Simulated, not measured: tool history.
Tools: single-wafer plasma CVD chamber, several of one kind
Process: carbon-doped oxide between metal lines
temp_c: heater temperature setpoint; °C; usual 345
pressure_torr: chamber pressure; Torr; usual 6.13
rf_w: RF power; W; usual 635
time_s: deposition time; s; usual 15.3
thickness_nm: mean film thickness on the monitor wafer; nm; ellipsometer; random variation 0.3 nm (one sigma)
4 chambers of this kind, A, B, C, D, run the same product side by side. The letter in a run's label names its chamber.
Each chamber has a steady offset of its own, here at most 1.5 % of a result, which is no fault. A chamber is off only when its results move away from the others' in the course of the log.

run	hour	temp_c	pressure_torr	rf_w	time_s	read-back reference wafer on the same gauge, thickness_nm	thickness_nm
1C	3.9	345	6.13	635	15.3	113.86	96.037
2A	11.7	345	6.13	635	15.3	113.87	94.873
3D	17.4	345	6.13	635	15.3	113.91	95.025
4B	25.6	345	6.13	635	15.3	113.84	94.208
# hour 29.0: chamber C: thermocouple changed; heater temperature recalibrated
5B	29.9	345	6.13	635	15.3	113.97	94.253
6C	37.7	352	6.13	635	15.3	113.92	94.249
7A	42.6	352	6.13	635	15.3	113.85	93.104
8D	50.3	352	6.13	635	15.3	113.87	93.163
# hour 51.2: chamber A: thermocouple changed; heater temperature recalibrated
9C	56.7	352	6.13	635	15.3	113.86	94.006
10D	62.3	345	6.13	635	15.3	113.93	95.250
# hour 64.0: chamber B: thermocouple changed; heater temperature recalibrated
11B	68.0	332	4.89	635	15.3	113.98	95.610
12A	75.8	332	4.89	635	15.3	113.83	96.473
13D	79.6	332	4.89	635	15.3	113.91	96.113
14C	86.7	332	4.89	635	15.3	113.93	96.847
15B	93.2	353	6.13	635	15.3	113.81	92.419
16A	99.8	353	6.13	635	15.3	113.91	92.673
17D	106.2	353	6.13	635	15.3	113.96	91.595
18C	114.0	353	6.13	635	15.3	113.83	93.477
19B	119.6	345	6.13	635	15.3	113.89	94.700
20A	126.8	345	6.72	730	15.3	113.86	103.750
21C	131.8	345	6.72	730	15.3	113.84	105.820
22B	135.8	345	6.72	730	15.3	113.86	103.000
23A	143.4	345	6.72	730	15.3	113.91	104.150
24D	147.6	345	6.13	635	15.3	113.87	93.569
25B	153.2	345	6.13	635	15.3	113.93	94.701
26D	159.3	345	6.13	635	15.3	113.88	93.253
27C	163.5	345	6.13	635	15.3	113.82	96.190
28A	171.5	345	6.13	635	15.3	113.92	94.573
29C	179.0	345	6.13	635	15.3	113.87	95.821
30D	187.6	345	6.13	635	15.3	113.90	92.741
31B	193.6	345	6.13	585	12.9	113.84	75.916
32A	200.2	345	6.13	585	12.9	113.88	76.393
33B	204.4	345	6.13	585	12.9	113.83	75.675
34D	209.4	345	6.13	585	12.9	113.88	73.798

Is one chamber off against the others, does the gauge drift, or is nothing wrong? If a chamber is off, say which, and what the likeliest cause is.

Chamber D drifts away from the others.
Cause: delivered RF power below the setpoint (%) = 4.53.

Here are 4 candidates for chamber D's next run, each the usual settings with a change, their results left as question marks. Which one brings its results back in line with what the others give on the usual settings?
In line means no further than this from the other chambers' mean on the usual settings: thickness_nm 1.100 nm
35D-1	215.5	354	6.13	635	15.3		?
35D-2	215.5	345	6.13	645	15.6		?
35D-3	215.5	345	6.16	650	15.8		?
35D-4	215.5	345	6.10	620	14.8		?

The other chambers' mean on the usual settings: thickness_nm 94.973 nm
run	thickness_nm
35D-1	89.977
35D-2	95.070
35D-3	96.791
35D-4	87.986
35D-2 brings the chamber back in line.

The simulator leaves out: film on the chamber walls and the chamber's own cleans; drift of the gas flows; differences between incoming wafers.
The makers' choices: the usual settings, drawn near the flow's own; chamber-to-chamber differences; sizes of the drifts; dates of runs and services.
